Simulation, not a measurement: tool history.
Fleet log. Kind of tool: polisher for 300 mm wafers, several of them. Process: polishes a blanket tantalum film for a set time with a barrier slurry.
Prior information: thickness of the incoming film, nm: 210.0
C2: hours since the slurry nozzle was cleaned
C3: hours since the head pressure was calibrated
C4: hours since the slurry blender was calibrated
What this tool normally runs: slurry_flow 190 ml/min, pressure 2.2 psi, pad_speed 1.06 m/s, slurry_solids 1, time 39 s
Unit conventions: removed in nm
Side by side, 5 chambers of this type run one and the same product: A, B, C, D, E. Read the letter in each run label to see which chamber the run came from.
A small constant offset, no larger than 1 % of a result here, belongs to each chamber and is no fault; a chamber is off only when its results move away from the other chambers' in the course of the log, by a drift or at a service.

Run 1C, hour 8.4: usual settings; wafers polished on this pad 590; C2 578.0; C3 261.0; C4 48.6. Result: removed 72.309 nm.
Run 2B, hour 18.1: usual settings; wafers polished on this pad 520; C2 105.8; C3 74.9; C4 122.6. Result: removed 72.891 nm.
At hour 19.1: chamber E: slurry nozzle cleaned.
Run 3E, hour 27.2: usual settings; wafers polished on this pad 501; C2 8.2; C3 548.9; C4 55.9. Result: removed 72.981 nm.
At hour 27.3: chamber D: slurry nozzle cleaned.
At hour 29.1: chamber A: worn pad replaced by a new one.
Run 4D, hour 35.3: usual settings; wafers polished on this pad 837; C2 8.0; C3 104.6; C4 333.8. Result: removed 72.819 nm.
At hour 35.7: chamber C: worn pad replaced by a new one.
Run 5A, hour 43.1: usual settings; wafers polished on this pad 130; C2 691.5; C3 203.0; C4 209.2. Result: removed 71.277 nm.
Run 6A, hour 49.8: usual settings; wafers polished on this pad 192; C2 698.2; C3 209.7; C4 215.9. Result: removed 71.960 nm.
Run 7E, hour 56.2: usual settings; wafers polished on this pad 771; C2 37.2; C3 577.9; C4 84.9. Result: removed 72.801 nm.
Run 8C, hour 65.3: usual settings; wafers polished on this pad 275; C2 634.9; C3 317.9; C4 105.5. Result: removed 73.752 nm.
At hour 70.9: chamber D: slurry blender recalibrated.
At hour 72.2: chamber C: slurry nozzle cleaned.
Run 9B, hour 76.7: usual settings; wafers polished on this pad 1065; C2 164.4; C3 133.5; C4 181.2. Result: removed 72.822 nm.
At hour 88.4: chamber B: worn pad replaced by a new one.
At hour 89.2: chamber D: worn pad replaced by a new one.
Run 10D, hour 89.5: usual settings; wafers polished on this pad 3; C2 62.2; C3 158.8; C4 18.6. Result: removed 71.828 nm.
Run 11B, hour 96.9: usual settings; wafers polished on this pad 79; C2 184.6; C3 153.7; C4 201.4. Result: removed 73.702 nm.
At hour 101.8: chamber E: worn pad replaced by a new one.
Run 12E, hour 104.5: usual settings but pressure 2.8 psi, time 26 s; wafers polished on this pad 25; C2 85.5; C3 626.2; C4 133.2. Result: removed 62.305 nm.
At hour 114.9: chamber A: worn pad replaced by a new one.
At hour 117.1: chamber C: worn pad replaced by a new one.
Run 13A, hour 117.6: usual settings but pressure 2.8 psi, time 26 s; wafers polished on this pad 26; C2 766.0; C3 277.5; C4 283.7. Result: removed 61.312 nm.
At hour 125.2: chamber C: slurry blender recalibrated.
Run 14D, hour 131.7: usual settings but pressure 2.8 psi, time 26 s; wafers polished on this pad 395; C2 104.4; C3 201.0; C4 60.8. Result: removed 61.705 nm.
Run 15C, hour 145.5: usual settings but pressure 2.8 psi, time 26 s; wafers polished on this pad 264; C2 73.4; C3 398.1; C4 20.3. Result: removed 62.015 nm.
Run 16B, hour 156.1: usual settings but pressure 2.8 psi, time 26 s; wafers polished on this pad 630; C2 243.8; C3 212.9; C4 260.6. Result: removed 61.162 nm.
At hour 165.7: chamber B: slurry blender recalibrated.
Run 17C, hour 167.1: usual settings; wafers polished on this pad 465; C2 95.0; C3 419.7; C4 41.9. Result: removed 72.696 nm.
Run 18A, hour 177.8: usual settings; wafers polished on this pad 586; C2 826.2; C3 337.7; C4 343.9. Result: removed 71.716 nm.
At hour 178.1: chamber E: head pressure recalibrated.
Run 19D, hour 191.3: usual settings; wafers polished on this pad 950; C2 164.0; C3 260.6; C4 120.4. Result: removed 71.995 nm.
At hour 199.1: chamber A: worn pad replaced by a new one.
At hour 201.8: chamber A: slurry nozzle cleaned.
At hour 202.5: chamber C: worn pad replaced by a new one.
Run 20E, hour 204.6: usual settings; wafers polished on this pad 956; C2 185.6; C3 26.6; C4 233.3. Result: removed 71.647 nm.
At hour 212.7: chamber D: head pressure recalibrated.
At hour 213.1: chamber A: slurry blender recalibrated.
Run 21D, hour 218.0: usual settings; wafers polished on this pad 1198; C2 190.7; C3 5.3; C4 147.1. Result: removed 72.190 nm.
At hour 223.3: chamber B: worn pad replaced by a new one.
Run 22E, hour 229.7: usual settings; wafers polished on this pad 1190; C2 210.7; C3 51.7; C4 258.4. Result: removed 71.785 nm.
At hour 236.1: chamber D: slurry nozzle cleaned.
Run 23C, hour 236.2: usual settings; wafers polished on this pad 314; C2 164.1; C3 488.8; C4 111.0. Result: removed 72.640 nm.
Run 24B, hour 243.6: usual settings; wafers polished on this pad 189; C2 331.3; C3 300.4; C4 77.9. Result: removed 73.802 nm.
At hour 245.9: chamber E: worn pad replaced by a new one.
Run 25A, hour 252.0: usual settings; wafers polished on this pad 493; C2 50.2; C3 411.9; C4 39.0. Result: removed 71.529 nm.
At hour 252.8: chamber D: worn pad replaced by a new one.
At hour 260.5: chamber A: head pressure recalibrated.
Run 26D, hour 261.8: usual settings; wafers polished on this pad 84; C2 25.7; C3 49.1; C4 190.9. Result: removed 72.500 nm.
Run 27C, hour 270.9: usual settings; wafers polished on this pad 636; C2 198.8; C3 523.5; C4 145.7. Result: removed 71.609 nm.
At hour 280.1: chamber A: worn pad replaced by a new one.
Run 28B, hour 283.1: usual settings; wafers polished on this pad 556; C2 370.8; C3 339.9; C4 117.4. Result: removed 72.202 nm.
At hour 285.9: chamber C: worn pad replaced by a new one.
Run 29E, hour 292.5: usual settings; wafers polished on this pad 433; C2 273.5; C3 114.5; C4 321.2. Result: removed 72.011 nm.
Run 30A, hour 300.2: usual settings; wafers polished on this pad 187; C2 98.4; C3 39.7; C4 87.2. Result: removed 73.156 nm.
At hour 307.6: chamber C: slurry blender recalibrated.
Run 31C, hour 314.4: usual settings; wafers polished on this pad 265; C2 242.3; C3 567.0; C4 6.9. Result: removed 72.690 nm.
Run 32A, hour 320.9: usual settings; wafers polished on this pad 379; C2 119.1; C3 60.4; C4 107.9. Result: removed 73.420 nm.
Run 33B, hour 335.1: usual settings; wafers polished on this pad 1040; C2 422.8; C3 391.9; C4 169.4. Result: removed 72.892 nm.
Run 34D, hour 342.8: usual settings; wafers polished on this pad 837; C2 106.7; C3 130.1; C4 271.9. Result: removed 72.239 nm.
At hour 344.7: chamber E: slurry nozzle cleaned.
Run 35E, hour 350.2: usual settings; wafers polished on this pad 970; C2 5.6; C3 172.2; C4 378.9. Result: removed 72.479 nm.
Run 36E, hour 360.2: usual settings; wafers polished on this pad 1063; C2 15.6; C3 182.2; C4 388.9. Result: removed 70.619 nm.
At hour 367.6: chamber C: worn pad replaced by a new one.
Run 37A, hour 370.7: usual settings; wafers polished on this pad 843; C2 168.9; C3 110.2; C4 157.7. Result: removed 70.864 nm.
Run 38D, hour 382.8: usual settings; wafers polished on this pad 1209; C2 146.7; C3 170.1; C4 311.9. Result: removed 71.741 nm.
Run 39C, hour 391.4: usual settings; wafers polished on this pad 222; C2 319.3; C3 644.0; C4 83.9. Result: removed 72.514 nm.

Each of the 5 chambers runs these same settings next. Fill in every chamber's results:
Run 40A, hour 401.8: usual settings but pad_speed 0.80 m/s. Result: removed ?.
Run 40B, hour 401.8: usual settings but pad_speed 0.80 m/s. Result: removed ?.
Run 40C, hour 401.8: usual settings but pad_speed 0.80 m/s. Result: removed ?.
Run 40D, hour 401.8: usual settings but pad_speed 0.80 m/s. Result: removed ?.
Run 40E, hour 401.8: usual settings but pad_speed 0.80 m/s. Result: removed ?.

run  removed
40A   54.166
40B   54.710
40C   55.393
40D   53.537
40E   53.466

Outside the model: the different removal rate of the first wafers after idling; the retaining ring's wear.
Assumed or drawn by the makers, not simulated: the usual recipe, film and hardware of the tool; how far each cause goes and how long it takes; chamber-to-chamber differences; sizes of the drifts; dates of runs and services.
